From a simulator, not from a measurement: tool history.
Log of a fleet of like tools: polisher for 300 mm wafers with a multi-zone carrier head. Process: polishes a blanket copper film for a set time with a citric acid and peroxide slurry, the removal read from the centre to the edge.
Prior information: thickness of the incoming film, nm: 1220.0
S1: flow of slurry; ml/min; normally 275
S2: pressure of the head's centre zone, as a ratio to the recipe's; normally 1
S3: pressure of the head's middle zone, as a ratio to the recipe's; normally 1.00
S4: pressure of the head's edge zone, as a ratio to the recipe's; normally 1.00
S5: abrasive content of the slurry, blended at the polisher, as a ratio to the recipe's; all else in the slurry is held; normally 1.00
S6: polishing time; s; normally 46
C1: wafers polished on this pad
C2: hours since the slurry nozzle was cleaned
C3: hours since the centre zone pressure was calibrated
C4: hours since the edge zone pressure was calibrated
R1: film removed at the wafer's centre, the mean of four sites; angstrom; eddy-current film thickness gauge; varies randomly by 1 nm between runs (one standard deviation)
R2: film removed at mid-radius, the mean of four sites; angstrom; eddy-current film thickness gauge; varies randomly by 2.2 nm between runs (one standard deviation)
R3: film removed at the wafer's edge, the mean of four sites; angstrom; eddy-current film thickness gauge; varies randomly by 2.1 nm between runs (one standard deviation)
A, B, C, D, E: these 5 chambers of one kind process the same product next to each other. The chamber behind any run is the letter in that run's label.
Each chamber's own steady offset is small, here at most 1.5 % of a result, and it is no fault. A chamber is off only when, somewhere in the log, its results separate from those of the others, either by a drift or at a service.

{"run": "1C", "hour": 2.6, "S1": 275, "S2": 1, "S3": 1.0, "S4": 1.0, "S5": 1.0, "S6": 46, "C1": 530, "C2": 107.2, "C3": 673.9, "C4": 123.2, "R1": 1503.2, "R2": 1526.9, "R3": 1477.0}
{"run": "2A", "hour": 5.9, "S1": 275, "S2": 1, "S3": 1.0, "S4": 1.0, "S5": 1.0, "S6": 46, "C1": 616, "C2": 324.2, "C3": 258.3, "C4": 10.1, "R1": 1510.7, "R2": 1503.8, "R3": 1479.7}
{"run": "3E", "hour": 10.0, "S1": 275, "S2": 1, "S3": 1.0, "S4": 1.0, "S5": 1.0, "S6": 46, "C1": 1052, "C2": 306.8, "C3": 1118.6, "C4": 346.6, "R1": 1513.8, "R2": 1511.2, "R3": 1496.2}
{"run": "4B", "hour": 11.9, "S1": 275, "S2": 1, "S3": 1.0, "S4": 1.0, "S5": 1.0, "S6": 46, "C1": 209, "C2": 147.0, "C3": 401.2, "C4": 455.9, "R1": 1509.0, "R2": 1512.3, "R3": 1510.6}
{"run": "5D", "hour": 14.8, "S1": 275, "S2": 1, "S3": 1.08, "S4": 1.0, "S5": 1.0, "S6": 46, "C1": 928, "C2": 357.4, "C3": 139.1, "C4": 251.2, "R1": 1511.5, "R2": 1611.3, "R3": 1532.7}
{"run": "6E", "hour": 18.7, "S1": 275, "S2": 1, "S3": 1.08, "S4": 1.0, "S5": 1.0, "S6": 46, "C1": 1118, "C2": 315.5, "C3": 1127.3, "C4": 355.3, "R1": 1520.2, "R2": 1614.3, "R3": 1521.7}
{"hour": 22.1, "done": "chamber D: worn pad replaced by a new one"}
{"run": "7D", "hour": 22.9, "S1": 275, "S2": 1, "S3": 1.08, "S4": 1.0, "S5": 1.0, "S6": 46, "C1": 6, "C2": 365.5, "C3": 147.2, "C4": 259.3, "R1": 1521.0, "R2": 1639.2, "R3": 1549.8}
{"run": "8C", "hour": 25.3, "S1": 275, "S2": 1, "S3": 1.08, "S4": 1.0, "S5": 1.0, "S6": 46, "C1": 703, "C2": 129.9, "C3": 696.6, "C4": 145.9, "R1": 1517.0, "R2": 1595.5, "R3": 1490.0}
{"run": "9A", "hour": 27.5, "S1": 275, "S2": 1, "S3": 1.08, "S4": 1.0, "S5": 1.0, "S6": 46, "C1": 780, "C2": 345.8, "C3": 279.9, "C4": 31.7, "R1": 1492.9, "R2": 1636.2, "R3": 1506.0}
{"hour": 28.9, "done": "chamber E: worn pad replaced by a new one"}
{"run": "10B", "hour": 31.9, "S1": 275, "S2": 1, "S3": 1.0, "S4": 1.0, "S5": 1.0, "S6": 46, "C1": 361, "C2": 167.0, "C3": 421.2, "C4": 475.9, "R1": 1504.0, "R2": 1510.5, "R3": 1502.4}
{"run": "11B", "hour": 34.6, "S1": 275, "S2": 1, "S3": 1.0, "S4": 1.0, "S5": 1.0, "S6": 46, "C1": 382, "C2": 169.7, "C3": 423.9, "C4": 478.6, "R1": 1496.1, "R2": 1548.2, "R3": 1473.0}
{"run": "12A", "hour": 38.3, "S1": 275, "S2": 1, "S3": 1.0, "S4": 1.0, "S5": 1.0, "S6": 46, "C1": 862, "C2": 356.6, "C3": 290.7, "C4": 42.5, "R1": 1509.8, "R2": 1500.7, "R3": 1520.5}
{"run": "13C", "hour": 42.4, "S1": 275, "S2": 1, "S3": 1.0, "S4": 1.0, "S5": 1.0, "S6": 46, "C1": 833, "C2": 147.0, "C3": 713.7, "C4": 163.0, "R1": 1502.4, "R2": 1547.6, "R3": 1514.3}
{"hour": 44.1, "done": "chamber E: centre zone pressure recalibrated"}
{"run": "14D", "hour": 44.6, "S1": 275, "S2": 1, "S3": 1.0, "S4": 1.0, "S5": 1.0, "S6": 46, "C1": 171, "C2": 387.2, "C3": 168.9, "C4": 281.0, "R1": 1518.9, "R2": 1528.5, "R3": 1564.2}
{"run": "15E", "hour": 47.3, "S1": 275, "S2": 1, "S3": 1.0, "S4": 1.0, "S5": 1.0, "S6": 46, "C1": 139, "C2": 344.1, "C3": 3.3, "C4": 383.9, "R1": 1618.3, "R2": 1484.9, "R3": 1528.4}
{"run": "16C", "hour": 51.7, "S1": 275, "S2": 1, "S3": 1.0, "S4": 1.0, "S5": 1.0, "S6": 46, "C1": 903, "C2": 156.3, "C3": 723.0, "C4": 172.3, "R1": 1503.6, "R2": 1486.2, "R3": 1511.3}
{"hour": 54.6, "done": "chamber A: slurry nozzle cleaned"}
{"run": "17A", "hour": 55.7, "S1": 275, "S2": 1, "S3": 1.0, "S4": 1.0, "S5": 1.0, "S6": 46, "C1": 994, "C2": 1.1, "C3": 308.1, "C4": 59.9, "R1": 1494.0, "R2": 1516.3, "R3": 1508.1}
{"run": "18D", "hour": 59.9, "S1": 275, "S2": 1, "S3": 1.0, "S4": 1.0, "S5": 1.0, "S6": 46, "C1": 287, "C2": 402.5, "C3": 184.2, "C4": 296.3, "R1": 1503.1, "R2": 1498.3, "R3": 1531.2}
{"run": "19B", "hour": 62.9, "S1": 275, "S2": 1, "S3": 1.0, "S4": 1.0, "S5": 1.0, "S6": 46, "C1": 597, "C2": 198.0, "C3": 452.2, "C4": 506.9, "R1": 1505.5, "R2": 1551.6, "R3": 1532.2}
{"hour": 64.0, "done": "chamber E: edge zone pressure recalibrated"}
{"run": "20E", "hour": 67.2, "S1": 275, "S2": 1, "S3": 1.0, "S4": 1.0, "S5": 1.0, "S6": 46, "C1": 291, "C2": 364.0, "C3": 23.2, "C4": 3.3, "R1": 1635.5, "R2": 1549.3, "R3": 1519.0}
{"run": "21C", "hour": 69.4, "S1": 350, "S2": 1, "S3": 1.0, "S4": 1.0, "S5": 1.0, "S6": 56, "C1": 1038, "C2": 174.0, "C3": 740.7, "C4": 190.0, "R1": 1872.0, "R2": 1887.9, "R3": 1870.6}
{"run": "22D", "hour": 72.4, "S1": 350, "S2": 1, "S3": 1.0, "S4": 1.0, "S5": 1.0, "S6": 56, "C1": 382, "C2": 415.0, "C3": 196.7, "C4": 308.8, "R1": 1865.7, "R2": 1980.3, "R3": 1942.1}
{"run": "23B", "hour": 76.5, "S1": 350, "S2": 1, "S3": 1.0, "S4": 1.0, "S5": 1.0, "S6": 56, "C1": 700, "C2": 211.6, "C3": 465.8, "C4": 520.5, "R1": 1875.3, "R2": 1890.4, "R3": 1885.4}
{"hour": 77.7, "done": "chamber B: worn pad replaced by a new one"}
{"run": "24E", "hour": 78.6, "S1": 350, "S2": 1, "S3": 1.0, "S4": 1.0, "S5": 1.0, "S6": 56, "C1": 377, "C2": 375.4, "C3": 34.6, "C4": 14.7, "R1": 2004.2, "R2": 1859.9, "R3": 1875.2}
{"hour": 80.5, "done": "chamber C: worn pad replaced by a new one"}
{"run": "25A", "hour": 82.0, "S1": 350, "S2": 1, "S3": 1.0, "S4": 1.0, "S5": 1.0, "S6": 56, "C1": 1194, "C2": 27.4, "C3": 334.4, "C4": 86.2, "R1": 1852.9, "R2": 1941.0, "R3": 1886.0}
{"run": "26E", "hour": 85.0, "S1": 275, "S2": 1, "S3": 1.0, "S4": 1.08, "S5": 1.25, "S6": 46, "C1": 426, "C2": 381.8, "C3": 41.0, "C4": 21.1, "R1": 1684.9, "R2": 1546.4, "R3": 1681.6}
{"run": "27C", "hour": 88.4, "S1": 275, "S2": 1, "S3": 1.0, "S4": 1.08, "S5": 1.25, "S6": 46, "C1": 60, "C2": 193.0, "C3": 759.7, "C4": 209.0, "R1": 1561.5, "R2": 1628.0, "R3": 1657.9}
{"run": "28D", "hour": 91.5, "S1": 275, "S2": 1, "S3": 1.0, "S4": 1.08, "S5": 1.25, "S6": 46, "C1": 527, "C2": 434.1, "C3": 215.8, "C4": 327.9, "R1": 1589.6, "R2": 1594.4, "R3": 1678.2}
{"run": "29B", "hour": 94.8, "S1": 275, "S2": 1, "S3": 1.0, "S4": 1.08, "S5": 1.25, "S6": 46, "C1": 130, "C2": 229.9, "C3": 484.1, "C4": 538.8, "R1": 1573.4, "R2": 1608.6, "R3": 1679.7}
{"run": "30A", "hour": 97.7, "S1": 275, "S2": 1, "S3": 1.0, "S4": 1.08, "S5": 1.25, "S6": 46, "C1": 1313, "C2": 43.1, "C3": 350.1, "C4": 101.9, "R1": 1573.3, "R2": 1604.7, "R3": 1629.9}
{"run": "31D", "hour": 100.8, "S1": 275, "S2": 1, "S3": 1.0, "S4": 1.0, "S5": 1.0, "S6": 61, "C1": 598, "C2": 443.4, "C3": 225.1, "C4": 337.2, "R1": 1993.8, "R2": 2024.9, "R3": 2039.5}
{"hour": 100.9, "done": "chamber A: worn pad replaced by a new one"}
{"run": "32B", "hour": 104.6, "S1": 275, "S2": 1, "S3": 1.0, "S4": 1.0, "S5": 1.0, "S6": 61, "C1": 204, "C2": 239.7, "C3": 493.9, "C4": 548.6, "R1": 1979.5, "R2": 1999.9, "R3": 2013.4}
{"run": "33C", "hour": 108.8, "S1": 275, "S2": 1, "S3": 1.0, "S4": 1.0, "S5": 1.0, "S6": 61, "C1": 215, "C2": 213.4, "C3": 780.1, "C4": 229.4, "R1": 1996.3, "R2": 2023.1, "R3": 2023.0}
{"run": "34A", "hour": 113.1, "S1": 275, "S2": 1, "S3": 1.0, "S4": 1.0, "S5": 1.0, "S6": 61, "C1": 93, "C2": 58.5, "C3": 365.5, "C4": 117.3, "R1": 1985.6, "R2": 2040.5, "R3": 2004.3}
{"run": "35E", "hour": 117.5, "S1": 275, "S2": 1, "S3": 1.0, "S4": 1.0, "S5": 1.0, "S6": 61, "C1": 673, "C2": 414.3, "C3": 73.5, "C4": 53.6, "R1": 2142.3, "R2": 1999.2, "R3": 2072.9}

For the next run the whole fleet of 5 chambers uses the same settings. Give each chamber's results:
{"run": "36A", "hour": 120.6, "S1": 275, "S2": 1, "S3": 1.0, "S4": 1.0, "S5": 1.0, "S6": 46, "R1": "?", "R2": "?", "R3": "?"}
{"run": "36B", "hour": 120.6, "S1": 275, "S2": 1, "S3": 1.0, "S4": 1.0, "S5": 1.0, "S6": 46, "R1": "?", "R2": "?", "R3": "?"}
{"run": "36C", "hour": 120.6, "S1": 275, "S2": 1, "S3": 1.0, "S4": 1.0, "S5": 1.0, "S6": 46, "R1": "?", "R2": "?", "R3": "?"}
{"run": "36D", "hour": 120.6, "S1": 275, "S2": 1, "S3": 1.0, "S4": 1.0, "S5": 1.0, "S6": 46, "R1": "?", "R2": "?", "R3": "?"}
{"run": "36E", "hour": 120.6, "S1": 275, "S2": 1, "S3": 1.0, "S4": 1.0, "S5": 1.0, "S6": 46, "R1": "?", "R2": "?", "R3": "?"}

run=36A R1=1498.5 R2=1534.9 R3=1511.1
run=36B R1=1512.1 R2=1546.8 R3=1499.5
run=36C R1=1511.4 R2=1511.7 R3=1493.6
run=36D R1=1519.7 R2=1564.3 R3=1476.0
run=36E R1=1631.7 R2=1456.5 R3=1519.0
